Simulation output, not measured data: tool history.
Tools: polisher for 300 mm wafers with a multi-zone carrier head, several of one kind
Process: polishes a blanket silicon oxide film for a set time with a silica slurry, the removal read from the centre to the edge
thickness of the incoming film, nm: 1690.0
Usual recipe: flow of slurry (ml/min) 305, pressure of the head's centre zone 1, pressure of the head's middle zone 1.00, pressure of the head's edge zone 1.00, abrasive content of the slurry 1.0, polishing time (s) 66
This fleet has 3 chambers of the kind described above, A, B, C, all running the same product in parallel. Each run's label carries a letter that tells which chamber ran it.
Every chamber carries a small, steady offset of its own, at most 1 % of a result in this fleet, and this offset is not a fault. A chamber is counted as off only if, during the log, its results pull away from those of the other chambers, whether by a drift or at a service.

run,hour,flow of slurry (ml/min),pressure of the head's centre zone,pressure of the head's middle zone,pressure of the head's edge zone,abrasive content of the slurry,polishing time (s),film removed at the wafer's centre (angstrom),film removed at mid-radius (angstrom),film removed at the wafer's edge (angstrom)
1A,11.3,305,1,1.00,1.00,1.0,66,3215.5,3240.5,3169.9
2B,21.5,305,1,1.00,1.00,1.0,66,3172.1,3227.5,3193.2
# hour 24.2: chamber C: worn pad replaced by a new one
3C,31.7,305,1,1.00,1.00,1.0,66,3161.6,3256.1,3180.2
4C,41.2,305,1,1.00,1.00,1.0,66,3195.8,3256.9,3117.9
# hour 47.1: chamber B: worn pad replaced by a new one
5A,51.4,305,1,1.00,1.00,1.0,66,3129.5,3150.1,3181.7
6B,58.5,305,1,1.00,1.00,1.0,66,3213.3,3234.7,3140.7
7C,63.6,305,1,1.00,1.00,1.0,66,3159.0,3140.7,3168.8
8B,71.2,305,1,1.00,1.00,1.0,66,3194.9,3222.7,3170.0
9A,82.5,305,1,1.00,1.00,0.8,66,2743.2,2794.0,2777.9
# hour 82.6: chamber C: worn pad replaced by a new one
10B,89.4,305,1,1.00,1.00,0.8,66,2869.9,2824.3,2862.8
# hour 91.9: chamber C: slurry nozzle cleaned
11C,98.3,305,1,1.00,1.00,0.8,66,2924.8,2890.8,2814.5
12A,109.0,235,1,1.00,1.00,1.0,45,2008.7,2034.6,2078.1
13B,119.3,235,1,1.00,1.00,1.0,45,2089.8,2128.1,2148.1
14C,124.4,235,1,1.00,1.00,1.0,45,2107.3,2075.7,2070.2
# hour 131.2: chamber B: worn pad replaced by a new one
15A,134.2,305,1,1.00,1.00,1.0,66,3056.7,3074.4,3041.2
16C,145.0,305,1,1.00,1.00,1.0,66,3169.6,3177.4,3167.2
17B,151.4,305,1,1.00,1.00,1.0,66,3212.7,3202.5,3145.3
# hour 153.2: chamber B: centre zone pressure recalibrated
# hour 156.1: chamber C: worn pad replaced by a new one
18A,161.5,305,1,0.96,1.00,1.0,79,3581.3,3455.2,3547.5
19B,170.0,305,1,0.96,1.00,1.0,79,3812.6,3565.2,3798.0
20A,178.6,305,1,0.96,1.00,1.0,79,3564.0,3460.3,3543.2
21C,187.5,305,1,1.00,1.00,1.0,66,3191.6,3137.8,3165.0
# hour 196.9: chamber A: slurry nozzle cleaned
22C,197.0,305,1,1.00,1.00,1.0,66,3113.0,3241.4,3201.6
23A,203.8,240,1,1.00,1.00,1.0,51,2225.2,2214.5,2213.3
# hour 210.2: chamber B: worn pad replaced by a new one
24B,213.4,240,1,1.00,1.00,1.0,51,2434.3,2442.5,2422.1
# hour 214.9: chamber C: worn pad replaced by a new one
25C,221.6,240,1,1.00,1.00,1.0,51,2466.0,2384.1,2398.3
26A,227.8,305,1,1.00,1.00,1.0,66,2900.2,2923.4,2943.0
27B,239.3,305,1,1.00,1.00,1.0,66,3151.7,3210.5,3174.4
28B,245.4,305,1,1.00,1.00,1.0,66,3238.2,3154.8,3125.9
29A,256.4,305,1,1.00,1.00,1.0,66,2886.2,2840.8,2865.5
30C,262.8,305,1,1.00,1.00,1.0,66,3115.4,3117.1,3138.7
31A,267.8,305,1,1.00,1.00,1.0,66,2845.1,2891.6,2836.7
32B,279.0,305,1,1.00,1.00,1.0,66,3174.3,3148.9,3167.2
# hour 282.8: chamber C: worn pad replaced by a new one
33C,284.1,305,1,1.00,1.00,1.0,66,3212.3,3145.0,3160.9
# hour 288.4: chamber B: worn pad replaced by a new one
34B,293.1,305,1,1.00,1.00,1.0,66,3143.1,3322.2,3146.0
35C,303.9,305,1,1.07,1.09,1.0,66,3234.9,3387.5,3325.1

For the next run the whole fleet of 3 chambers uses the same settings. Give each chamber's results:
36A,312.2,305,1,1.05,1.00,1.0,66,?,?,?
36B,312.2,305,1,1.05,1.00,1.0,66,?,?,?
36C,312.2,305,1,1.05,1.00,1.0,66,?,?,?

run,film removed at the wafer's centre (angstrom),film removed at mid-radius (angstrom),film removed at the wafer's edge (angstrom)
36A,2757.7,2994.3,2773.5
36B,3230.0,3355.2,3220.4
36C,3203.6,3348.1,3155.0
